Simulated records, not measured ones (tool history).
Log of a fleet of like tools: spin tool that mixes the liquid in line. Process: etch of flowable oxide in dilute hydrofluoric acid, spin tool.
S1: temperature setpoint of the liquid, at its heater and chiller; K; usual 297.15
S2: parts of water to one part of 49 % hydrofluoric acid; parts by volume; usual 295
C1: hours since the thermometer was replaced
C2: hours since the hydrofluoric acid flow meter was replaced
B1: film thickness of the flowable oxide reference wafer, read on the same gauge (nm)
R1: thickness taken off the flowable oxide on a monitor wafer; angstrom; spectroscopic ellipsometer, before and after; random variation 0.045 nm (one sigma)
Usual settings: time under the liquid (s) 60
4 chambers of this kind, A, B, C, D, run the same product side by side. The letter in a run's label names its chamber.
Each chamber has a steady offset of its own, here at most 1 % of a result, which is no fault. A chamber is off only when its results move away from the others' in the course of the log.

run 1A hour=6.4 | S1=297.15 S2=295 time_under_the_liquid_(s)=60 | C1=894.2 C2=364.5 | B1=40.017 | R1=84.171
run 2D hour=12.4 | S1=297.15 S2=295 time_under_the_liquid_(s)=60 | C1=36.2 C2=789.6 | B1=39.974 | R1=84.616
run 3C hour=19.2 | S1=297.15 S2=295 time_under_the_liquid_(s)=60 | C1=1686.1 C2=144.2 | B1=40.021 | R1=84.204
run 4B hour=22.9 | S1=297.15 S2=295 time_under_the_liquid_(s)=60 | C1=83.4 C2=149.7 | B1=40.042 | R1=85.199
run 5C hour=26.6 | S1=297.15 S2=295 time_under_the_liquid_(s)=40 | C1=1693.5 C2=151.6 | B1=39.985 | R1=56.011
run 6D hour=33.5 | S1=297.15 S2=295 time_under_the_liquid_(s)=40 | C1=57.3 C2=810.7 | B1=40.034 | R1=56.614
run 7B hour=38.3 | S1=297.15 S2=295 time_under_the_liquid_(s)=40 | C1=98.8 C2=165.1 | B1=39.957 | R1=57.272
run 8A hour=41.7 | S1=297.15 S2=295 time_under_the_liquid_(s)=40 | C1=929.5 C2=399.8 | B1=39.998 | R1=56.512
run 9C hour=47.9 | S1=297.15 S2=295 time_under_the_liquid_(s)=60 | C1=1714.8 C2=172.9 | B1=40.014 | R1=84.793
-- hour=51.5 chamber A: thermometer replaced
run 10B hour=52.5 | S1=297.15 S2=295 time_under_the_liquid_(s)=60 | C1=113.0 C2=179.3 | B1=39.975 | R1=84.806
run 11A hour=57.8 | S1=297.15 S2=295 time_under_the_liquid_(s)=60 | C1=6.3 C2=415.9 | B1=40.008 | R1=84.604
run 12D hour=62.3 | S1=297.15 S2=295 time_under_the_liquid_(s)=60 | C1=86.1 C2=839.5 | B1=39.981 | R1=84.514
run 13A hour=67.4 | S1=297.15 S2=295 time_under_the_liquid_(s)=95 | C1=15.9 C2=425.5 | B1=40.001 | R1=134.810
run 14B hour=73.7 | S1=297.15 S2=295 time_under_the_liquid_(s)=95 | C1=134.2 C2=200.5 | B1=40.036 | R1=133.850
run 15C hour=79.8 | S1=297.15 S2=295 time_under_the_liquid_(s)=95 | C1=1746.7 C2=204.8 | B1=39.963 | R1=134.470
run 16D hour=87.1 | S1=297.15 S2=295 time_under_the_liquid_(s)=95 | C1=110.9 C2=864.3 | B1=40.035 | R1=134.420
run 17A hour=92.8 | S1=297.15 S2=295 time_under_the_liquid_(s)=60 | C1=41.3 C2=450.9 | B1=40.033 | R1=84.595
run 18C hour=96.9 | S1=292.15 S2=165 time_under_the_liquid_(s)=60 | C1=1763.8 C2=221.9 | B1=39.995 | R1=145.150
run 19D hour=104.3 | S1=292.15 S2=165 time_under_the_liquid_(s)=60 | C1=128.1 C2=881.5 | B1=40.029 | R1=141.970
run 20B hour=111.8 | S1=292.15 S2=165 time_under_the_liquid_(s)=60 | C1=172.3 C2=238.6 | B1=40.007 | R1=142.320
run 21C hour=117.3 | S1=292.15 S2=165 time_under_the_liquid_(s)=60 | C1=1784.2 C2=242.3 | B1=40.021 | R1=147.270
run 22A hour=125.1 | S1=297.15 S2=295 time_under_the_liquid_(s)=60 | C1=73.6 C2=483.2 | B1=40.021 | R1=84.622
run 23D hour=132.8 | S1=297.15 S2=295 time_under_the_liquid_(s)=25 | C1=156.6 C2=910.0 | B1=39.995 | R1=35.281
run 24B hour=136.4 | S1=297.15 S2=295 time_under_the_liquid_(s)=25 | C1=196.9 C2=263.2 | B1=40.016 | R1=35.221
run 25D hour=144.0 | S1=297.15 S2=295 time_under_the_liquid_(s)=25 | C1=167.8 C2=921.2 | B1=39.988 | R1=35.614
run 26B hour=151.2 | S1=297.15 S2=295 time_under_the_liquid_(s)=25 | C1=211.7 C2=278.0 | B1=40.013 | R1=35.411
run 27C hour=158.8 | S1=297.15 S2=295 time_under_the_liquid_(s)=60 | C1=1825.7 C2=283.8 | B1=40.032 | R1=87.541
run 28A hour=164.9 | S1=297.15 S2=295 time_under_the_liquid_(s)=60 | C1=113.4 C2=523.0 | B1=40.004 | R1=83.950
run 29A hour=169.6 | S1=297.15 S2=295 time_under_the_liquid_(s)=60 | C1=118.1 C2=527.7 | B1=40.033 | R1=85.369
run 30C hour=174.1 | S1=297.15 S2=295 time_under_the_liquid_(s)=60 | C1=1841.0 C2=299.1 | B1=39.995 | R1=86.934

Next, every chamber runs the same settings. What will each give?
run 31A hour=179.7 | S1=297.15 S2=370 time_under_the_liquid_(s)=60 | R1=?
run 31B hour=179.7 | S1=297.15 S2=370 time_under_the_liquid_(s)=60 | R1=?
run 31C hour=179.7 | S1=297.15 S2=370 time_under_the_liquid_(s)=60 | R1=?
run 31D hour=179.7 | S1=297.15 S2=370 time_under_the_liquid_(s)=60 | R1=?

run=31A R1=62.939
run=31B R1=63.165
run=31C R1=65.676
run=31D R1=63.061
